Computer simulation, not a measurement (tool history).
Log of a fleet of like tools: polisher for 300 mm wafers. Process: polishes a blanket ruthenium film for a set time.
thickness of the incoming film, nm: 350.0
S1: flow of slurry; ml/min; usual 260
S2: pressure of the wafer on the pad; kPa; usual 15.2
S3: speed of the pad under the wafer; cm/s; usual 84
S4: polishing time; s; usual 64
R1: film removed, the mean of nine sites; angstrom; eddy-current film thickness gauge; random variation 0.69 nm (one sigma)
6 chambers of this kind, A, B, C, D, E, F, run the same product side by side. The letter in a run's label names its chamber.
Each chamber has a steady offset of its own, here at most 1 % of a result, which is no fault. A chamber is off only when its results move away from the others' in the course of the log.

{"hour": 8.0, "done": "chamber A: head pressure recalibrated"}
{"hour": 8.6, "done": "chamber E: worn pad replaced by a new one"}
{"run": "1B", "hour": 9.9, "S1": 260, "S2": 15.2, "S3": 84, "S4": 64, "R1": 740.42}
{"run": "2D", "hour": 17.6, "S1": 260, "S2": 15.2, "S3": 84, "S4": 64, "R1": 742.58}
{"run": "3C", "hour": 28.4, "S1": 260, "S2": 15.2, "S3": 84, "S4": 64, "R1": 741.68}
{"hour": 33.8, "done": "chamber E: slurry nozzle cleaned"}
{"run": "4A", "hour": 34.0, "S1": 260, "S2": 15.2, "S3": 84, "S4": 64, "R1": 749.85}
{"hour": 34.3, "done": "chamber A: slurry nozzle cleaned"}
{"hour": 37.2, "done": "chamber A: worn pad replaced by a new one"}
{"hour": 38.8, "done": "chamber C: worn pad replaced by a new one"}
{"hour": 42.6, "done": "chamber F: worn pad replaced by a new one"}
{"run": "5E", "hour": 44.0, "S1": 260, "S2": 15.2, "S3": 84, "S4": 64, "R1": 729.89}
{"run": "6F", "hour": 56.1, "S1": 260, "S2": 15.2, "S3": 84, "S4": 64, "R1": 736.77}
{"hour": 57.5, "done": "chamber B: worn pad replaced by a new one"}
{"hour": 64.2, "done": "chamber D: worn pad replaced by a new one"}
{"run": "7E", "hour": 65.7, "S1": 260, "S2": 15.2, "S3": 84, "S4": 64, "R1": 741.23}
{"hour": 68.7, "done": "chamber F: slurry nozzle cleaned"}
{"run": "8B", "hour": 74.8, "S1": 260, "S2": 15.2, "S3": 84, "S4": 64, "R1": 733.98}
{"run": "9F", "hour": 82.5, "S1": 260, "S2": 15.2, "S3": 84, "S4": 64, "R1": 741.16}
{"run": "10A", "hour": 89.5, "S1": 260, "S2": 15.2, "S3": 84, "S4": 64, "R1": 734.97}
{"run": "11C", "hour": 99.3, "S1": 260, "S2": 15.2, "S3": 84, "S4": 64, "R1": 741.14}
{"hour": 102.8, "done": "chamber E: worn pad replaced by a new one"}
{"run": "12D", "hour": 108.0, "S1": 260, "S2": 15.2, "S3": 84, "S4": 64, "R1": 747.99}
{"hour": 108.5, "done": "chamber C: worn pad replaced by a new one"}
{"hour": 113.0, "done": "chamber F: worn pad replaced by a new one"}
{"hour": 114.6, "done": "chamber A: worn pad replaced by a new one"}
{"run": "13F", "hour": 115.2, "S1": 260, "S2": 15.2, "S3": 84, "S4": 64, "R1": 746.65}
{"run": "14D", "hour": 126.9, "S1": 260, "S2": 15.2, "S3": 84, "S4": 64, "R1": 731.86}
{"run": "15A", "hour": 135.6, "S1": 260, "S2": 15.2, "S3": 84, "S4": 64, "R1": 738.74}
{"hour": 138.9, "done": "chamber B: worn pad replaced by a new one"}
{"hour": 141.4, "done": "chamber D: worn pad replaced by a new one"}
{"run": "16B", "hour": 144.9, "S1": 260, "S2": 15.2, "S3": 84, "S4": 64, "R1": 747.82}
{"run": "17C", "hour": 153.5, "S1": 260, "S2": 15.2, "S3": 84, "S4": 64, "R1": 747.39}
{"run": "18E", "hour": 164.9, "S1": 260, "S2": 15.2, "S3": 100, "S4": 50, "R1": 690.42}
{"run": "19A", "hour": 172.3, "S1": 260, "S2": 15.2, "S3": 100, "S4": 50, "R1": 672.41}
{"run": "20E", "hour": 180.2, "S1": 260, "S2": 15.2, "S3": 100, "S4": 50, "R1": 689.09}
{"hour": 184.1, "done": "chamber C: worn pad replaced by a new one"}
{"run": "21B", "hour": 190.0, "S1": 260, "S2": 15.2, "S3": 100, "S4": 50, "R1": 712.79}
{"hour": 193.9, "done": "chamber A: worn pad replaced by a new one"}
{"hour": 196.3, "done": "chamber F: worn pad replaced by a new one"}
{"run": "22C", "hour": 202.8, "S1": 260, "S2": 15.2, "S3": 100, "S4": 50, "R1": 690.5}
{"hour": 205.6, "done": "chamber B: worn pad replaced by a new one"}
{"run": "23F", "hour": 210.0, "S1": 260, "S2": 15.2, "S3": 100, "S4": 50, "R1": 688.31}
{"hour": 215.4, "done": "chamber E: worn pad replaced by a new one"}
{"run": "24D", "hour": 216.1, "S1": 260, "S2": 15.2, "S3": 84, "S4": 64, "R1": 743.05}
{"hour": 219.8, "done": "chamber D: worn pad replaced by a new one"}
{"hour": 227.1, "done": "chamber C: slurry nozzle cleaned"}
{"hour": 227.5, "done": "chamber B: slurry nozzle cleaned"}
{"run": "25D", "hour": 229.0, "S1": 260, "S2": 15.2, "S3": 84, "S4": 64, "R1": 744}
{"run": "26E", "hour": 236.1, "S1": 260, "S2": 15.2, "S3": 84, "S4": 64, "R1": 737.99}
{"run": "27A", "hour": 243.6, "S1": 260, "S2": 15.2, "S3": 84, "S4": 64, "R1": 741.94}
{"hour": 244.0, "done": "chamber F: slurry nozzle cleaned"}
{"run": "28F", "hour": 255.4, "S1": 260, "S2": 15.2, "S3": 56, "S4": 50, "R1": 388.24}
{"run": "29C", "hour": 266.6, "S1": 260, "S2": 15.2, "S3": 56, "S4": 50, "R1": 386.33}
{"hour": 267.1, "done": "chamber C: worn pad replaced by a new one"}
{"hour": 269.6, "done": "chamber B: worn pad replaced by a new one"}
{"hour": 269.8, "done": "chamber F: worn pad replaced by a new one"}
{"hour": 274.9, "done": "chamber A: worn pad replaced by a new one"}
{"run": "30B", "hour": 278.5, "S1": 260, "S2": 15.2, "S3": 56, "S4": 50, "R1": 416.38}
{"run": "31F", "hour": 286.2, "S1": 260, "S2": 15.2, "S3": 56, "S4": 50, "R1": 386.09}
{"hour": 289.2, "done": "chamber D: worn pad replaced by a new one"}
{"run": "32D", "hour": 297.8, "S1": 260, "S2": 15.2, "S3": 56, "S4": 50, "R1": 385.24}
{"run": "33E", "hour": 308.4, "S1": 260, "S2": 15.2, "S3": 56, "S4": 50, "R1": 387.13}
{"run": "34A", "hour": 314.2, "S1": 260, "S2": 15.2, "S3": 84, "S4": 64, "R1": 740.6}
{"run": "35C", "hour": 321.9, "S1": 260, "S2": 15.2, "S3": 84, "S4": 64, "R1": 748.19}
{"hour": 322.0, "done": "chamber E: worn pad replaced by a new one"}
{"run": "36B", "hour": 333.8, "S1": 260, "S2": 15.2, "S3": 84, "S4": 64, "R1": 789.12}
{"hour": 340.1, "done": "chamber E: head pressure recalibrated"}
{"run": "37A", "hour": 340.2, "S1": 260, "S2": 15.2, "S3": 84, "S4": 64, "R1": 730.61}
{"hour": 341.6, "done": "chamber B: worn pad replaced by a new one"}
{"run": "38B", "hour": 353.1, "S1": 260, "S2": 15.2, "S3": 84, "S4": 57, "R1": 706.17}
{"run": "39D", "hour": 359.6, "S1": 260, "S2": 15.2, "S3": 84, "S4": 57, "R1": 660.74}
{"run": "40E", "hour": 372.3, "S1": 260, "S2": 15.2, "S3": 84, "S4": 57, "R1": 665.76}

All 6 chambers run these settings next. Forecast each chamber's results:
{"run": "41A", "hour": 381.4, "S1": 260, "S2": 15.2, "S3": 100, "S4": 64, "R1": "?"}
{"run": "41B", "hour": 381.4, "S1": 260, "S2": 15.2, "S3": 100, "S4": 64, "R1": "?"}
{"run": "41C", "hour": 381.4, "S1": 260, "S2": 15.2, "S3": 100, "S4": 64, "R1": "?"}
{"run": "41D", "hour": 381.4, "S1": 260, "S2": 15.2, "S3": 100, "S4": 64, "R1": "?"}
{"run": "41E", "hour": 381.4, "S1": 260, "S2": 15.2, "S3": 100, "S4": 64, "R1": "?"}
{"run": "41F", "hour": 381.4, "S1": 260, "S2": 15.2, "S3": 100, "S4": 64, "R1": "?"}

run=41A R1=877.68
run=41B R1=955.06
run=41C R1=882.11
run=41D R1=877.23
run=41E R1=873.24
run=41F R1=871.61
